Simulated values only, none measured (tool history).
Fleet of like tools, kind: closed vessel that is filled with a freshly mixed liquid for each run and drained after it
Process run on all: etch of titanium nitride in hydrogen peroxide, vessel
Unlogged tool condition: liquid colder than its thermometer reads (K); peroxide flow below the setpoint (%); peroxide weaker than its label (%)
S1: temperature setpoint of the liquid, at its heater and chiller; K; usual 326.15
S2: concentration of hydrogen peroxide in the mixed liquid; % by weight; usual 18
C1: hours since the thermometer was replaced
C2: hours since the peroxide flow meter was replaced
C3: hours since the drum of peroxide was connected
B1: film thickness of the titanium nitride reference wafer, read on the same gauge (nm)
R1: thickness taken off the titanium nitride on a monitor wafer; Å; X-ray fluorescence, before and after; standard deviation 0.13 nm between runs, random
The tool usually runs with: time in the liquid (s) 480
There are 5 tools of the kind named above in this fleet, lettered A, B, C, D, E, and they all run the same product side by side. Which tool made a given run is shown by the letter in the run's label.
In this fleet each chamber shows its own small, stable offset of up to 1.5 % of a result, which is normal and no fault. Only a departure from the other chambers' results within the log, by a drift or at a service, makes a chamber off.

run 1E hour=3.8 | S1=326.15 S2=18 time_in_the_liquid_(s)=480 | C1=927.5 C2=1282.4 C3=47 | B1=130.01 | R1=201.4
run 2D hour=9.6 | S1=326.15 S2=18 time_in_the_liquid_(s)=480 | C1=397.3 C2=125.5 C3=265.1 | B1=130.01 | R1=206.42
run 3C hour=17.5 | S1=326.15 S2=18 time_in_the_liquid_(s)=480 | C1=968.3 C2=171.5 C3=436.1 | B1=130.01 | R1=203.04
-- hour=18.1 chamber C: new drum of peroxide connected
run 4A hour=21.3 | S1=326.15 S2=18 time_in_the_liquid_(s)=480 | C1=1864.3 C2=1786.4 C3=797.6 | B1=130 | R1=202.2
run 5B hour=27.7 | S1=326.15 S2=18 time_in_the_liquid_(s)=480 | C1=1391 C2=1276.1 C3=30.8 | B1=129.99 | R1=203.47
run 6E hour=35.6 | S1=326.15 S2=18 time_in_the_liquid_(s)=480 | C1=959.3 C2=1314.2 C3=78.8 | B1=130.02 | R1=200.57
run 7A hour=42.6 | S1=326.15 S2=18 time_in_the_liquid_(s)=480 | C1=1885.6 C2=1807.7 C3=818.9 | B1=129.98 | R1=201.51
run 8C hour=49.8 | S1=326.15 S2=18 time_in_the_liquid_(s)=480 | C1=1000.6 C2=203.8 C3=31.8 | B1=130.04 | R1=200.85
run 9D hour=54.6 | S1=326.15 S2=18 time_in_the_liquid_(s)=480 | C1=442.3 C2=170.5 C3=310.1 | B1=130 | R1=206.35
run 10B hour=62.5 | S1=326.15 S2=18 time_in_the_liquid_(s)=610 | C1=1425.8 C2=1310.9 C3=65.6 | B1=129.96 | R1=258.83
run 11D hour=69.5 | S1=326.15 S2=18 time_in_the_liquid_(s)=610 | C1=457.2 C2=185.4 C3=325 | B1=130 | R1=257.77
run 12E hour=74.1 | S1=326.15 S2=18 time_in_the_liquid_(s)=610 | C1=997.8 C2=1352.7 C3=117.3 | B1=130.01 | R1=259.17
run 13A hour=81.5 | S1=326.15 S2=18 time_in_the_liquid_(s)=610 | C1=1924.5 C2=1846.6 C3=857.8 | B1=130.02 | R1=255.94
run 14C hour=89.6 | S1=326.15 S2=18 time_in_the_liquid_(s)=610 | C1=1040.4 C2=243.6 C3=71.6 | B1=129.94 | R1=256.4
run 15B hour=95.9 | S1=326.15 S2=23.5 time_in_the_liquid_(s)=480 | C1=1459.2 C2=1344.3 C3=99 | B1=129.96 | R1=214.26
run 16A hour=102.3 | S1=326.15 S2=23.5 time_in_the_liquid_(s)=480 | C1=1945.3 C2=1867.4 C3=878.6 | B1=130.01 | R1=214.3
run 17D hour=106.3 | S1=326.15 S2=23.5 time_in_the_liquid_(s)=480 | C1=494 C2=222.2 C3=361.8 | B1=129.94 | R1=218.6
run 18B hour=109.9 | S1=326.15 S2=23.5 time_in_the_liquid_(s)=480 | C1=1473.2 C2=1358.3 C3=113 | B1=129.97 | R1=210.72
run 19C hour=117.9 | S1=326.15 S2=23.5 time_in_the_liquid_(s)=480 | C1=1068.7 C2=271.9 C3=99.9 | B1=130.02 | R1=214.9
run 20E hour=125.9 | S1=326.15 S2=18 time_in_the_liquid_(s)=480 | C1=1049.6 C2=1404.5 C3=169.1 | B1=129.98 | R1=202.56
run 21E hour=131.7 | S1=326.15 S2=18 time_in_the_liquid_(s)=480 | C1=1055.4 C2=1410.3 C3=174.9 | B1=129.98 | R1=203.46
run 22D hour=136.8 | S1=326.15 S2=18 time_in_the_liquid_(s)=480 | C1=524.5 C2=252.7 C3=392.3 | B1=130.05 | R1=207.14
run 23A hour=143.7 | S1=326.15 S2=18 time_in_the_liquid_(s)=480 | C1=1986.7 C2=1908.8 C3=920 | B1=129.99 | R1=202.59
run 24B hour=148.7 | S1=326.15 S2=18 time_in_the_liquid_(s)=480 | C1=1512 C2=1397.1 C3=151.8 | B1=130.03 | R1=197.65
run 25C hour=155.4 | S1=326.15 S2=18 time_in_the_liquid_(s)=480 | C1=1106.2 C2=309.4 C3=137.4 | B1=129.97 | R1=202.67
run 26A hour=162.5 | S1=326.15 S2=18 time_in_the_liquid_(s)=480 | C1=2005.5 C2=1927.6 C3=938.8 | B1=130.04 | R1=203.14
-- hour=164 chamber A: peroxide flow meter replaced
run 27C hour=166.2 | S1=326.15 S2=18 time_in_the_liquid_(s)=480 | C1=1117 C2=320.2 C3=148.2 | B1=130 | R1=200.23
run 28D hour=173.9 | S1=326.15 S2=18 time_in_the_liquid_(s)=480 | C1=561.6 C2=289.8 C3=429.4 | B1=129.97 | R1=203.96
run 29B hour=179.9 | S1=326.15 S2=18 time_in_the_liquid_(s)=480 | C1=1543.2 C2=1428.3 C3=183 | B1=130.01 | R1=193.29
-- hour=181.6 chamber A: thermometer replaced
-- hour=181.9 chamber D: thermometer replaced
run 30E hour=184.6 | S1=326.15 S2=18 time_in_the_liquid_(s)=480 | C1=1108.3 C2=1463.2 C3=227.8 | B1=129.99 | R1=203.02
run 31D hour=190.9 | S1=326.15 S2=18 time_in_the_liquid_(s)=480 | C1=9.1 C2=306.8 C3=446.4 | B1=129.95 | R1=204.23
run 32A hour=197 | S1=326.15 S2=18 time_in_the_liquid_(s)=480 | C1=15.5 C2=33 C3=973.3 | B1=130.02 | R1=201.1
run 33B hour=203.8 | S1=326.15 S2=18 time_in_the_liquid_(s)=480 | C1=1567.1 C2=1452.2 C3=206.9 | B1=130.02 | R1=191.34
run 34C hour=208.1 | S1=326.15 S2=18 time_in_the_liquid_(s)=480 | C1=1158.9 C2=362.1 C3=190.1 | B1=130.07 | R1=201.13
run 35E hour=212 | S1=326.15 S2=18 time_in_the_liquid_(s)=480 | C1=1135.7 C2=1490.6 C3=255.2 | B1=130.01 | R1=206.06
run 36A hour=216.5 | S1=326.15 S2=18 time_in_the_liquid_(s)=480 | C1=35 C2=52.5 C3=992.8 | B1=130.01 | R1=203.47
run 37B hour=223.8 | S1=326.15 S2=18 time_in_the_liquid_(s)=480 | C1=1587.1 C2=1472.2 C3=226.9 | B1=130.01 | R1=192.75
-- hour=224.8 chamber B: peroxide flow meter replaced
run 38D hour=230 | S1=326.15 S2=18 time_in_the_liquid_(s)=480 | C1=48.2 C2=345.9 C3=485.5 | B1=130.02 | R1=205.22
run 39C hour=234.3 | S1=326.15 S2=18 time_in_the_liquid_(s)=480 | C1=1185.1 C2=388.3 C3=216.3 | B1=130.01 | R1=200.65
run 40E hour=242.3 | S1=326.15 S2=18 time_in_the_liquid_(s)=480 | C1=1166 C2=1520.9 C3=285.5 | B1=130.02 | R1=203.61
run 41B hour=247.6 | S1=326.15 S2=18 time_in_the_liquid_(s)=480 | C1=1610.9 C2=22.9 C3=250.7 | B1=129.96 | R1=189.44

Decide between three cases: one chamber stands off from its peers, the gauge reading all wafers drifts, or nothing is wrong past each chamber's small offset. Where a chamber is off, say which and what most likely put it there.

Little by little, chamber B moves away from the other chambers.
Cause: liquid colder than its thermometer reads (K) = 1.03.

Chamber B could run next with any of the 4 candidate recipes listed below; each alters the usual settings, and their results appear as question marks. Which one brings its results back in line with what the other chambers deliver on the usual settings?
Counts as in line when no further than this from what the other chambers average on the usual settings: R1 4.5 Å
run 42B-1 hour=253.5 | S1=327.15 S2=18 time_in_the_liquid_(s)=480 | R1=?
run 42B-2 hour=253.5 | S1=325.65 S2=18 time_in_the_liquid_(s)=465 | R1=?
run 42B-3 hour=253.5 | S1=326.15 S2=20.5 time_in_the_liquid_(s)=480 | R1=?
run 42B-4 hour=253.5 | S1=325.65 S2=18 time_in_the_liquid_(s)=480 | R1=?

Other chambers, usual settings, mean: R1 203.53 Å
run=42B-1 R1=203.71
run=42B-2 R1=177.47
run=42B-3 R1=195.13
run=42B-4 R1=183.19
With 42B-1, the chamber falls back in line with the rest.
